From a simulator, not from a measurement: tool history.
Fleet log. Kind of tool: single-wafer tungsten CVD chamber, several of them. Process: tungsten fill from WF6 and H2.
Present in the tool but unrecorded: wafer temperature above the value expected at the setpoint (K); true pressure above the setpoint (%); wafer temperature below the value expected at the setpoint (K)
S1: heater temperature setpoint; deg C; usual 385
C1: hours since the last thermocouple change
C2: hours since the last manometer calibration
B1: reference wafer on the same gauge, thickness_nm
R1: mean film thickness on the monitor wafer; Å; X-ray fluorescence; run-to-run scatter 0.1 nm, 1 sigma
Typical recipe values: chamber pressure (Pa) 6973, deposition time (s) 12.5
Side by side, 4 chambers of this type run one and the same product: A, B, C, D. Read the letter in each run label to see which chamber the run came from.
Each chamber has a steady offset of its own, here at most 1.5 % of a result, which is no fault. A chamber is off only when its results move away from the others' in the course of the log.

run 1D hour=14.4 | S1=385 chamber_pressure_(Pa)=6973 deposition_time_(s)=12.5 | C1=138.4 C2=314.4 | B1=34.480 | R1=354.23
run 2C hour=21.4 | S1=385 chamber_pressure_(Pa)=6973 deposition_time_(s)=12.5 | C1=1124.4 C2=513.3 | B1=34.496 | R1=351.20
run 3B hour=31.4 | S1=385 chamber_pressure_(Pa)=6973 deposition_time_(s)=12.5 | C1=1026.2 C2=58.9 | B1=34.510 | R1=351.99
run 4A hour=40.9 | S1=385 chamber_pressure_(Pa)=6973 deposition_time_(s)=12.5 | C1=2046.8 C2=2418.2 | B1=34.486 | R1=348.30
run 5A hour=56.0 | S1=385 chamber_pressure_(Pa)=6973 deposition_time_(s)=12.5 | C1=2061.9 C2=2433.3 | B1=34.526 | R1=347.93
run 6D hour=63.2 | S1=385 chamber_pressure_(Pa)=6973 deposition_time_(s)=12.5 | C1=187.2 C2=363.2 | B1=34.506 | R1=351.13
run 7B hour=71.2 | S1=385 chamber_pressure_(Pa)=6973 deposition_time_(s)=12.5 | C1=1066.0 C2=98.7 | B1=34.497 | R1=351.22
run 8C hour=86.5 | S1=385 chamber_pressure_(Pa)=6973 deposition_time_(s)=12.5 | C1=1189.5 C2=578.4 | B1=34.516 | R1=349.54
run 9B hour=102.3 | S1=385 chamber_pressure_(Pa)=6973 deposition_time_(s)=12.5 | C1=1097.1 C2=129.8 | B1=34.495 | R1=351.26
run 10C hour=116.4 | S1=385 chamber_pressure_(Pa)=6973 deposition_time_(s)=12.5 | C1=1219.4 C2=608.3 | B1=34.501 | R1=350.35
run 11A hour=126.5 | S1=385 chamber_pressure_(Pa)=6973 deposition_time_(s)=12.5 | C1=2132.4 C2=2503.8 | B1=34.543 | R1=349.88
run 12D hour=133.6 | S1=385 chamber_pressure_(Pa)=6973 deposition_time_(s)=12.5 | C1=257.6 C2=433.6 | B1=34.504 | R1=352.84
run 13B hour=147.1 | S1=385 chamber_pressure_(Pa)=6973 deposition_time_(s)=12.5 | C1=1141.9 C2=174.6 | B1=34.514 | R1=352.92
run 14D hour=159.5 | S1=385 chamber_pressure_(Pa)=8213 deposition_time_(s)=12.5 | C1=283.5 C2=459.5 | B1=34.496 | R1=378.86
run 15C hour=170.2 | S1=385 chamber_pressure_(Pa)=8213 deposition_time_(s)=12.5 | C1=1273.2 C2=662.1 | B1=34.483 | R1=378.10
run 16A hour=183.4 | S1=385 chamber_pressure_(Pa)=8213 deposition_time_(s)=12.5 | C1=2189.3 C2=2560.7 | B1=34.485 | R1=375.63
run 17D hour=199.7 | S1=385 chamber_pressure_(Pa)=8213 deposition_time_(s)=12.5 | C1=323.7 C2=499.7 | B1=34.481 | R1=377.45
run 18C hour=212.2 | S1=375 chamber_pressure_(Pa)=6973 deposition_time_(s)=11.7 | C1=1315.2 C2=704.1 | B1=34.522 | R1=269.09
run 19A hour=221.4 | S1=375 chamber_pressure_(Pa)=6973 deposition_time_(s)=11.7 | C1=2227.3 C2=2598.7 | B1=34.494 | R1=264.97
run 20B hour=235.4 | S1=375 chamber_pressure_(Pa)=6973 deposition_time_(s)=11.7 | C1=1230.2 C2=262.9 | B1=34.500 | R1=268.43
run 21C hour=249.8 | S1=375 chamber_pressure_(Pa)=6973 deposition_time_(s)=11.7 | C1=1352.8 C2=741.7 | B1=34.489 | R1=267.63
run 22A hour=259.0 | S1=385 chamber_pressure_(Pa)=6973 deposition_time_(s)=12.5 | C1=2264.9 C2=2636.3 | B1=34.502 | R1=346.96
run 23D hour=267.2 | S1=385 chamber_pressure_(Pa)=6973 deposition_time_(s)=12.5 | C1=391.2 C2=567.2 | B1=34.474 | R1=351.61
run 24B hour=276.4 | S1=391 chamber_pressure_(Pa)=6973 deposition_time_(s)=12.5 | C1=1271.2 C2=303.9 | B1=34.482 | R1=395.11
run 25B hour=290.1 | S1=391 chamber_pressure_(Pa)=6973 deposition_time_(s)=12.5 | C1=1284.9 C2=317.6 | B1=34.497 | R1=394.68
run 26D hour=298.1 | S1=391 chamber_pressure_(Pa)=6973 deposition_time_(s)=12.5 | C1=422.1 C2=598.1 | B1=34.501 | R1=396.35
run 27A hour=307.0 | S1=391 chamber_pressure_(Pa)=6973 deposition_time_(s)=12.5 | C1=2312.9 C2=2684.3 | B1=34.506 | R1=392.54
run 28C hour=318.1 | S1=385 chamber_pressure_(Pa)=6973 deposition_time_(s)=12.5 | C1=1421.1 C2=810.0 | B1=34.503 | R1=350.64
run 29B hour=330.6 | S1=385 chamber_pressure_(Pa)=6973 deposition_time_(s)=12.5 | C1=1325.4 C2=358.1 | B1=34.519 | R1=351.98
run 30C hour=344.5 | S1=385 chamber_pressure_(Pa)=6973 deposition_time_(s)=12.5 | C1=1447.5 C2=836.4 | B1=34.497 | R1=349.60
run 31D hour=354.3 | S1=385 chamber_pressure_(Pa)=6973 deposition_time_(s)=12.5 | C1=478.3 C2=654.3 | B1=34.518 | R1=353.06
run 32A hour=365.2 | S1=385 chamber_pressure_(Pa)=6973 deposition_time_(s)=12.5 | C1=2371.1 C2=2742.5 | B1=34.502 | R1=347.33
run 33C hour=379.4 | S1=385 chamber_pressure_(Pa)=6973 deposition_time_(s)=12.5 | C1=1482.4 C2=871.3 | B1=34.503 | R1=349.58
run 34D hour=395.4 | S1=385 chamber_pressure_(Pa)=6973 deposition_time_(s)=12.5 | C1=519.4 C2=695.4 | B1=34.508 | R1=351.90
run 35A hour=411.7 | S1=385 chamber_pressure_(Pa)=6973 deposition_time_(s)=12.5 | C1=2417.6 C2=2789.0 | B1=34.493 | R1=349.79
run 36B hour=422.9 | S1=385 chamber_pressure_(Pa)=6973 deposition_time_(s)=12.5 | C1=1417.7 C2=450.4 | B1=34.497 | R1=350.57
run 37A hour=430.5 | S1=385 chamber_pressure_(Pa)=6973 deposition_time_(s)=12.5 | C1=2436.4 C2=2807.8 | B1=34.511 | R1=349.72
run 38B hour=446.7 | S1=385 chamber_pressure_(Pa)=6973 deposition_time_(s)=12.5 | C1=1441.5 C2=474.2 | B1=34.498 | R1=351.76
run 39D hour=455.4 | S1=385 chamber_pressure_(Pa)=6973 deposition_time_(s)=12.5 | C1=579.4 C2=755.4 | B1=34.508 | R1=351.23
run 40C hour=466.3 | S1=385 chamber_pressure_(Pa)=6973 deposition_time_(s)=12.5 | C1=1569.3 C2=958.2 | B1=34.512 | R1=351.91
-- hour=472.9 chamber A: capacitance manometer re-zeroed and calibrated
run 41B hour=476.8 | S1=385 chamber_pressure_(Pa)=5919 deposition_time_(s)=10.4 | C1=1471.6 C2=504.3 | B1=34.478 | R1=272.17
run 42D hour=489.1 | S1=385 chamber_pressure_(Pa)=5919 deposition_time_(s)=10.4 | C1=613.1 C2=789.1 | B1=34.474 | R1=270.98
run 43A hour=496.9 | S1=385 chamber_pressure_(Pa)=5919 deposition_time_(s)=10.4 | C1=2502.8 C2=24.0 | B1=34.500 | R1=267.80
run 44C hour=512.1 | S1=385 chamber_pressure_(Pa)=5919 deposition_time_(s)=10.4 | C1=1615.1 C2=1004.0 | B1=34.525 | R1=269.75

All 4 chambers run these settings next. Forecast each chamber's results:
run 45A hour=523.7 | S1=385 chamber_pressure_(Pa)=6973 deposition_time_(s)=10.9 | R1=?
run 45B hour=523.7 | S1=385 chamber_pressure_(Pa)=6973 deposition_time_(s)=10.9 | R1=?
run 45C hour=523.7 | S1=385 chamber_pressure_(Pa)=6973 deposition_time_(s)=10.9 | R1=?
run 45D hour=523.7 | S1=385 chamber_pressure_(Pa)=6973 deposition_time_(s)=10.9 | R1=?

run=45A R1=302.16
run=45B R1=306.00
run=45C R1=306.19
run=45D R1=307.79

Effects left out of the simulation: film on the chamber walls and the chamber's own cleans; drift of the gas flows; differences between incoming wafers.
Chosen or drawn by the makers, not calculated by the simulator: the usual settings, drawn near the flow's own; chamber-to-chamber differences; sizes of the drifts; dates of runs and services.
